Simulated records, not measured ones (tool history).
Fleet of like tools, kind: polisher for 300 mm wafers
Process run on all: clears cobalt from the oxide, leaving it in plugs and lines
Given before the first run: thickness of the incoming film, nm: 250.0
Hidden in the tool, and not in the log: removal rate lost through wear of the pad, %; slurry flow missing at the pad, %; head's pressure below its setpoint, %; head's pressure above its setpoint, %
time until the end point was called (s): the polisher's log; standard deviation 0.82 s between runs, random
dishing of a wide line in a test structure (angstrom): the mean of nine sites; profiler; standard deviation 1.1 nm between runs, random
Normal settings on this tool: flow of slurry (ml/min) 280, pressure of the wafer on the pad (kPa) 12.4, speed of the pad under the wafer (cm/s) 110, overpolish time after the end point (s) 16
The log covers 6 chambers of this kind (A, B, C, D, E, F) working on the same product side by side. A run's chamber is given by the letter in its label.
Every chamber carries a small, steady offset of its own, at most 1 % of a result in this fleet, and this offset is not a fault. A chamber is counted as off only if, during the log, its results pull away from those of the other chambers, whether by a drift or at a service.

| run | hour | flow of slurry (ml/min) | pressure of the wafer on the pad (kPa) | speed of the pad under the wafer (cm/s) | overpolish time after the end point (s) | wafers polished on this pad | hours since the slurry nozzle was cleaned | hours since the head pressure was calibrated | time until the end point was called (s) | dishing of a wide line in a test structure (angstrom) |
|---|---|---|---|---|---|---|---|---|---|---|
| 1B | 12 | 280 | 12.4 | 110 | 16 | 187 | 522.5 | 424.4 | 50.199 | 565.96 |
| 2A | 26.5 | 280 | 12.4 | 110 | 16 | 1023 | 47.4 | 180 | 50.667 | 562.23 |
| 3E | 34.5 | 280 | 12.4 | 110 | 16 | 691 | 82.6 | 59.1 | 49.685 | 562.56 |
|  | 37.3 | chamber D: slurry nozzle cleaned |
|  | 42.1 | chamber C: worn pad replaced by a new one |
|  | 47.6 | chamber D: worn pad replaced by a new one |
| 4D | 47.9 | 280 | 12.4 | 110 | 16 | 2 | 10.6 | 290.1 | 48.638 | 580.34 |
| 5F | 55.2 | 280 | 12.4 | 110 | 16 | 882 | 89.7 | 1374.2 | 50.213 | 555.83 |
|  | 57.3 | chamber F: head pressure recalibrated |
|  | 59.2 | chamber A: worn pad replaced by a new one |
| 6C | 62.4 | 280 | 12.4 | 110 | 16 | 175 | 68.7 | 1358.7 | 48.368 | 561.68 |
|  | 63.4 | chamber F: worn pad replaced by a new one |
|  | 70.2 | chamber C: head pressure recalibrated |
| 7B | 72 | 280 | 12.4 | 110 | 16 | 704 | 582.5 | 484.4 | 49.859 | 547.94 |
|  | 73.9 | chamber B: worn pad replaced by a new one |
| 8A | 79 | 280 | 12.4 | 110 | 16 | 170 | 99.9 | 232.5 | 49.958 | 553.31 |
|  | 91.9 | chamber E: worn pad replaced by a new one |
| 9E | 92.6 | 280 | 12.4 | 110 | 16 | 6 | 140.7 | 117.2 | 49.47 | 551.25 |
|  | 96.8 | chamber D: head pressure recalibrated |
| 10F | 103.2 | 280 | 12.4 | 110 | 16 | 343 | 137.7 | 45.9 | 50.114 | 552.87 |
| 11D | 117.3 | 280 | 12.4 | 92 | 7 | 600 | 80 | 20.5 | 59.016 | 256.95 |
| 12C | 127.8 | 280 | 12.4 | 92 | 7 | 739 | 134.1 | 57.6 | 58.487 | 250.45 |
| 13D | 135.8 | 280 | 12.4 | 92 | 7 | 760 | 98.5 | 39 | 59.405 | 255.03 |
| 14A | 142.5 | 280 | 12.4 | 92 | 7 | 718 | 163.4 | 296 | 58.924 | 259.93 |
| 15E | 154.4 | 280 | 12.4 | 92 | 7 | 538 | 202.5 | 179 | 58.957 | 251.26 |
|  | 155.2 | chamber B: worn pad replaced by a new one |
|  | 163.7 | chamber F: worn pad replaced by a new one |
| 16C | 168.7 | 280 | 12.4 | 92 | 7 | 1091 | 175 | 98.5 | 57.819 | 266.23 |
|  | 175.2 | chamber C: worn pad replaced by a new one |
| 17F | 182.8 | 280 | 12.4 | 110 | 16 | 164 | 217.3 | 125.5 | 48.582 | 576.96 |
| 18B | 189.6 | 280 | 12.4 | 110 | 16 | 296 | 700.1 | 602 | 51.087 | 572.5 |
|  | 193.2 | chamber D: worn pad replaced by a new one |
| 19F | 196.4 | 280 | 12.4 | 110 | 16 | 281 | 230.9 | 139.1 | 48.547 | 572.74 |
| 20D | 204.7 | 280 | 12.4 | 110 | 16 | 99 | 167.4 | 107.9 | 49.909 | 563.84 |
|  | 206.1 | chamber A: worn pad replaced by a new one |
| 21C | 213.9 | 280 | 12.4 | 110 | 16 | 334 | 220.2 | 143.7 | 50.755 | 550.79 |
| 22B | 222.1 | 280 | 12.4 | 110 | 16 | 576 | 732.6 | 634.5 | 48.979 | 579.72 |
|  | 225.2 | chamber A: head pressure recalibrated |
| 23E | 236 | 280 | 12.4 | 110 | 16 | 1242 | 284.1 | 260.6 | 49.96 | 569.27 |
|  | 238.3 | chamber E: worn pad replaced by a new one |
| 24A | 243.5 | 280 | 11 | 110 | 10 | 323 | 264.4 | 18.4 | 56.528 | 357.7 |
| 25D | 253.9 | 280 | 11 | 110 | 10 | 523 | 216.6 | 157.1 | 56.468 | 366.7 |
|  | 254 | chamber B: worn pad replaced by a new one |
| 26F | 265.3 | 280 | 11 | 110 | 10 | 875 | 299.8 | 208 | 55.847 | 354.92 |
|  | 272 | chamber F: worn pad replaced by a new one |
| 27E | 278.5 | 280 | 11 | 110 | 10 | 346 | 326.6 | 303.1 | 55.951 | 365.9 |
| 28B | 290.4 | 280 | 11 | 110 | 10 | 313 | 800.9 | 702.8 | 56.878 | 371.11 |
| 29A | 304.8 | 280 | 11 | 110 | 10 | 851 | 325.7 | 79.7 | 55.884 | 363.21 |
|  | 314.5 | chamber C: worn pad replaced by a new one |
| 30C | 316.7 | 280 | 12.4 | 110 | 16 | 19 | 323 | 246.5 | 48.932 | 562.07 |
|  | 326 | chamber D: worn pad replaced by a new one |
| 31C | 328.9 | 280 | 12.4 | 110 | 16 | 124 | 335.2 | 258.7 | 49.737 | 570.91 |
| 32D | 342.3 | 310 | 10.3 | 110 | 16 | 141 | 305 | 245.5 | 59.237 | 520.55 |
|  | 347.5 | chamber B: worn pad replaced by a new one |
|  | 350.9 | chamber B: slurry nozzle cleaned |
|  | 351.9 | chamber A: worn pad replaced by a new one |
| 33E | 353.2 | 310 | 10.3 | 110 | 16 | 990 | 401.3 | 377.8 | 57.403 | 493.55 |
| 34A | 365.6 | 310 | 10.3 | 110 | 16 | 118 | 386.5 | 140.5 | 59.213 | 496.56 |
|  | 370.8 | chamber F: worn pad replaced by a new one |
|  | 376.9 | chamber E: worn pad replaced by a new one |
| 35F | 379.7 | 310 | 10.3 | 110 | 16 | 77 | 414.2 | 322.4 | 56.63 | 491.4 |
| 36B | 388.1 | 310 | 10.3 | 110 | 16 | 350 | 37.2 | 800.5 | 60.104 | 491.77 |
|  | 388.4 | chamber D: slurry nozzle cleaned |
| 37E | 397.7 | 310 | 10.3 | 110 | 16 | 180 | 445.8 | 422.3 | 61.429 | 496.63 |
|  | 401.9 | chamber B: head pressure recalibrated |
|  | 402.7 | chamber A: slurry nozzle cleaned |
| 38B | 406.8 | 280 | 12.4 | 110 | 16 | 511 | 55.9 | 4.9 | 48.223 | 582.78 |
| 39A | 421.2 | 280 | 12.4 | 110 | 16 | 597 | 18.6 | 196.1 | 50.265 | 559.8 |
| 40D | 427.4 | 280 | 12.4 | 110 | 16 | 874 | 39 | 330.6 | 49.911 | 557.31 |

Decide between three cases: one chamber stands off from its peers, the gauge reading all wafers drifts, or nothing is wrong past each chamber's small offset. Where a chamber is off, say which and what most likely put it there.

The fleet is healthy, with each chamber sitting at its usual small offset and no drift in the gauge.

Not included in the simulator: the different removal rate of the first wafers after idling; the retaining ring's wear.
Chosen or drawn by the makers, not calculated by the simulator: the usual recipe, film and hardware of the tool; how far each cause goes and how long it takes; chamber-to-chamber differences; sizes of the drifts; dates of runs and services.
